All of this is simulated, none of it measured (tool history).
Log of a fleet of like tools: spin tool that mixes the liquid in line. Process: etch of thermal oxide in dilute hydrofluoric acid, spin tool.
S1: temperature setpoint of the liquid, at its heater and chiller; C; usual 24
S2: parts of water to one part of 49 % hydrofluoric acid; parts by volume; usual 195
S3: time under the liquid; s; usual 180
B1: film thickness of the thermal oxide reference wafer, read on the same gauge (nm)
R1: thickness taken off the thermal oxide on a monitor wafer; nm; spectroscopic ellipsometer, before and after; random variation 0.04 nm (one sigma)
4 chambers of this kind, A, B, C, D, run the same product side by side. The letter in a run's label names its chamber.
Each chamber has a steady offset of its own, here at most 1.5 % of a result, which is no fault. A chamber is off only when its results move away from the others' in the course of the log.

Run 1B, hour 8.2: usual settings; B1 40.001. Result: R1 3.9882 nm.
Run 2D, hour 13.5: usual settings; B1 40.008. Result: R1 3.9341 nm.
Run 3A, hour 17.6: usual settings; B1 40.022. Result: R1 4.1227 nm.
Run 4C, hour 25.5: usual settings; B1 40.010. Result: R1 3.9653 nm.
Run 5A, hour 31.6: usual settings; B1 40.017. Result: R1 3.9953 nm.
Run 6D, hour 40.2: usual settings; B1 40.005. Result: R1 3.9439 nm.
Run 7B, hour 47.5: usual settings; B1 40.004. Result: R1 3.9550 nm.
Run 8C, hour 53.8: usual settings; B1 40.002. Result: R1 3.9929 nm.
Run 9D, hour 60.9: usual settings but S2 245 parts by volume, S3 270 s; B1 39.981. Result: R1 4.5489 nm.
At hour 68.4: chamber A: thermometer replaced.
Run 10A, hour 69.9: usual settings but S2 245 parts by volume, S3 270 s; B1 39.997. Result: R1 4.4732 nm.
Run 11C, hour 76.7: usual settings but S2 245 parts by volume, S3 270 s; B1 40.007. Result: R1 4.4947 nm.
Run 12B, hour 82.0: usual settings but S2 245 parts by volume, S3 270 s; B1 40.015. Result: R1 4.4682 nm.
Run 13D, hour 86.6: usual settings; B1 39.985. Result: R1 3.9550 nm.
Run 14C, hour 92.2: usual settings; B1 39.993. Result: R1 3.9658 nm.
Run 15B, hour 98.2: usual settings; B1 39.990. Result: R1 4.0037 nm.
Run 16A, hour 104.5: usual settings; B1 40.001. Result: R1 3.9960 nm.
Run 17A, hour 110.7: usual settings; B1 40.012. Result: R1 3.9946 nm.
Run 18B, hour 116.6: usual settings; B1 39.988. Result: R1 3.9492 nm.
Run 19C, hour 123.5: usual settings but S3 135 s; B1 40.000. Result: R1 2.9308 nm.
Run 20D, hour 128.4: usual settings but S3 135 s; B1 40.003. Result: R1 2.9972 nm.
Run 21C, hour 136.0: usual settings but S3 135 s; B1 40.004. Result: R1 2.8655 nm.
Run 22A, hour 143.7: usual settings but S3 135 s; B1 40.002. Result: R1 2.9834 nm.
Run 23D, hour 147.9: usual settings; B1 39.996. Result: R1 3.9425 nm.
Run 24B, hour 156.1: usual settings but S3 95 s; B1 39.999. Result: R1 2.0740 nm.
Run 25A, hour 161.5: usual settings but S3 95 s; B1 40.001. Result: R1 2.1419 nm.
Run 26B, hour 167.3: usual settings but S3 95 s; B1 40.005. Result: R1 2.1296 nm.
Run 27D, hour 175.3: usual settings but S3 95 s; B1 39.997. Result: R1 2.0948 nm.
Run 28C, hour 180.8: usual settings; B1 40.016. Result: R1 3.7664 nm.
Run 29A, hour 188.9: usual settings; B1 40.009. Result: R1 4.0022 nm.
Run 30D, hour 197.5: usual settings; B1 39.994. Result: R1 3.9399 nm.
Run 31C, hour 201.7: usual settings; B1 40.006. Result: R1 3.6988 nm.
Run 32B, hour 209.0: usual settings; B1 39.998. Result: R1 3.9494 nm.
Run 33A, hour 213.0: usual settings; B1 39.997. Result: R1 4.0037 nm.
Run 34C, hour 217.1: usual settings; B1 39.988. Result: R1 3.6338 nm.
Run 35D, hour 222.4: usual settings; B1 40.015. Result: R1 3.9981 nm.
Run 36B, hour 227.6: usual settings; B1 40.003. Result: R1 3.9095 nm.

Is one chamber off against the others, does the gauge drift, or is nothing wrong? If a chamber is off, say which, and what the likeliest cause is.

Chamber C drifts away from the others.
Cause: hydrofluoric acid flow below the setpoint (%) = 6.74.
The log may not tell that from: liquid colder than its thermometer reads (K).

Here are 4 candidates for chamber C's next run, each the usual settings with a change, their results left as question marks. Which one brings its results back in line with what the others give on the usual settings?
In line means no further than this from the other chambers' mean on the usual settings: R1 0.1400 nm
Run 37C-1, hour 234.0: usual settings but S1 23.5 C, S3 150 s. Result: R1 ?.
Run 37C-2, hour 234.0: usual settings but S2 190 parts by volume, S3 190 s. Result: R1 ?.
Run 37C-3, hour 234.0: usual settings but S3 165 s. Result: R1 ?.
Run 37C-4, hour 234.0: usual settings but S3 220 s. Result: R1 ?.

The other chambers' mean on the usual settings: R1 3.9726 nm
  run      R1
37C-1  2.9435
37C-2  3.9203
37C-3  3.2969
37C-4  4.3958
37C-2 brings the chamber back in line.

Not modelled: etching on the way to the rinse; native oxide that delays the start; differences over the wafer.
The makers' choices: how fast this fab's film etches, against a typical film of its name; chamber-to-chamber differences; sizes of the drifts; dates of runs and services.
